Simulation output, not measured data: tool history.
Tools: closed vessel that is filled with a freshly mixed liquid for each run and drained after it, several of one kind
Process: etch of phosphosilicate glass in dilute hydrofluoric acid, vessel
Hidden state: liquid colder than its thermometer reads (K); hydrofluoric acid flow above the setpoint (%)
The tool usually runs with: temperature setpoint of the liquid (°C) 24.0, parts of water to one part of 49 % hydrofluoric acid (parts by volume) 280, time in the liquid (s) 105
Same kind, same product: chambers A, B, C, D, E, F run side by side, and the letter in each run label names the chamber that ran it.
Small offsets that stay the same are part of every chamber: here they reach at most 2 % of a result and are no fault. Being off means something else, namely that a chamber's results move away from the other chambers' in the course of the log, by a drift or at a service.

run	hour	temperature setpoint of the liquid (°C)	parts of water to one part of 49 % hydrofluoric acid (parts by volume)	time in the liquid (s)	hours since the thermometer was replaced	hours since the hydrofluoric acid flow meter was replaced	read-back film thickness of the phosphosilicate glass reference wafer, read on the same gauge (nm)	thickness taken off the phosphosilicate glass on a monitor wafer (angstrom)
1A	5.3	24.0	280	105	437.7	378.2	119.98	188.13
2B	13.7	24.0	280	105	514.7	909.2	120.01	187.30
# hour 22.6: chamber F: hydrofluoric acid flow meter replaced
3D	22.8	24.0	280	105	814.9	718.0	120.01	188.33
# hour 24.7: chamber D: thermometer replaced
4F	30.9	24.0	280	105	1559.4	8.3	120.00	184.86
5E	36.2	24.0	280	105	587.1	1927.5	120.02	187.37
6C	45.1	24.0	280	105	649.5	768.4	120.01	186.73
7E	53.9	24.0	280	105	604.8	1945.2	119.98	190.06
8A	63.0	24.0	280	105	495.4	435.9	120.00	187.01
9B	68.0	24.0	280	105	569.0	963.5	119.97	187.68
10C	73.0	24.0	280	105	677.4	796.3	119.99	186.14
11F	80.1	24.0	280	105	1608.6	57.5	120.01	184.00
12D	87.3	24.0	280	105	62.6	782.5	119.98	185.74
13E	94.8	24.0	280	105	645.7	1986.1	119.99	189.89
# hour 95.2: chamber A: hydrofluoric acid flow meter replaced
14D	103.2	24.0	280	105	78.5	798.4	119.97	188.10
15B	111.3	24.0	280	105	612.3	1006.8	119.99	189.82
16F	117.8	27.5	280	105	1646.3	95.2	120.00	209.80
17A	126.3	27.5	280	105	558.7	31.2	120.01	206.59
18C	134.4	27.5	280	105	738.8	857.7	119.97	218.01
19C	143.4	27.5	280	105	747.8	866.7	120.00	217.83
20E	149.0	27.5	280	105	699.9	2040.3	119.99	213.75
21D	155.7	27.5	280	105	131.0	850.9	119.99	213.58
22B	164.0	24.0	280	105	665.0	1059.5	119.98	184.99
23F	168.8	28.5	280	105	1697.3	146.2	119.98	209.97
24A	176.9	28.5	280	105	609.3	81.8	119.98	215.72
25E	181.2	28.5	280	105	732.1	2072.5	119.98	220.02
# hour 185.0: chamber E: hydrofluoric acid flow meter replaced
26C	189.2	28.5	280	105	793.6	912.5	120.00	230.46
27F	197.0	28.5	280	105	1725.5	174.4	119.99	211.16
# hour 200.7: chamber B: hydrofluoric acid flow meter replaced
28B	205.6	28.5	280	105	706.6	4.9	120.01	215.51
29A	209.8	24.0	280	105	642.2	114.7	120.02	186.05
30D	216.4	24.0	280	105	191.7	911.6	119.99	185.83
31D	223.2	24.0	280	105	198.5	918.4	120.00	186.81
32A	230.2	24.0	280	105	662.6	135.1	120.00	185.96
33E	238.3	24.0	280	105	789.2	53.4	120.00	187.21
34C	247.0	24.0	280	105	851.4	970.3	119.98	201.67
35B	256.0	22.0	375	105	757.0	55.3	120.00	117.46
36F	261.0	22.0	375	105	1789.5	238.4	119.98	116.72
37B	267.6	22.0	375	105	768.6	66.9	120.02	116.92
38E	275.0	22.0	375	105	825.9	90.1	120.00	120.46
39A	282.7	22.0	375	105	715.1	187.6	120.01	115.14

Predict what each chamber gives when all 6 of them run the settings below next.
40A	289.2	21.5	280	105				?
40B	289.2	21.5	280	105				?
40C	289.2	21.5	280	105				?
40D	289.2	21.5	280	105				?
40E	289.2	21.5	280	105				?
40F	289.2	21.5	280	105				?

run	thickness taken off the phosphosilicate glass on a monitor wafer (angstrom)
40A	167.13
40B	169.04
40C	191.30
40D	170.81
40E	173.06
40F	167.37

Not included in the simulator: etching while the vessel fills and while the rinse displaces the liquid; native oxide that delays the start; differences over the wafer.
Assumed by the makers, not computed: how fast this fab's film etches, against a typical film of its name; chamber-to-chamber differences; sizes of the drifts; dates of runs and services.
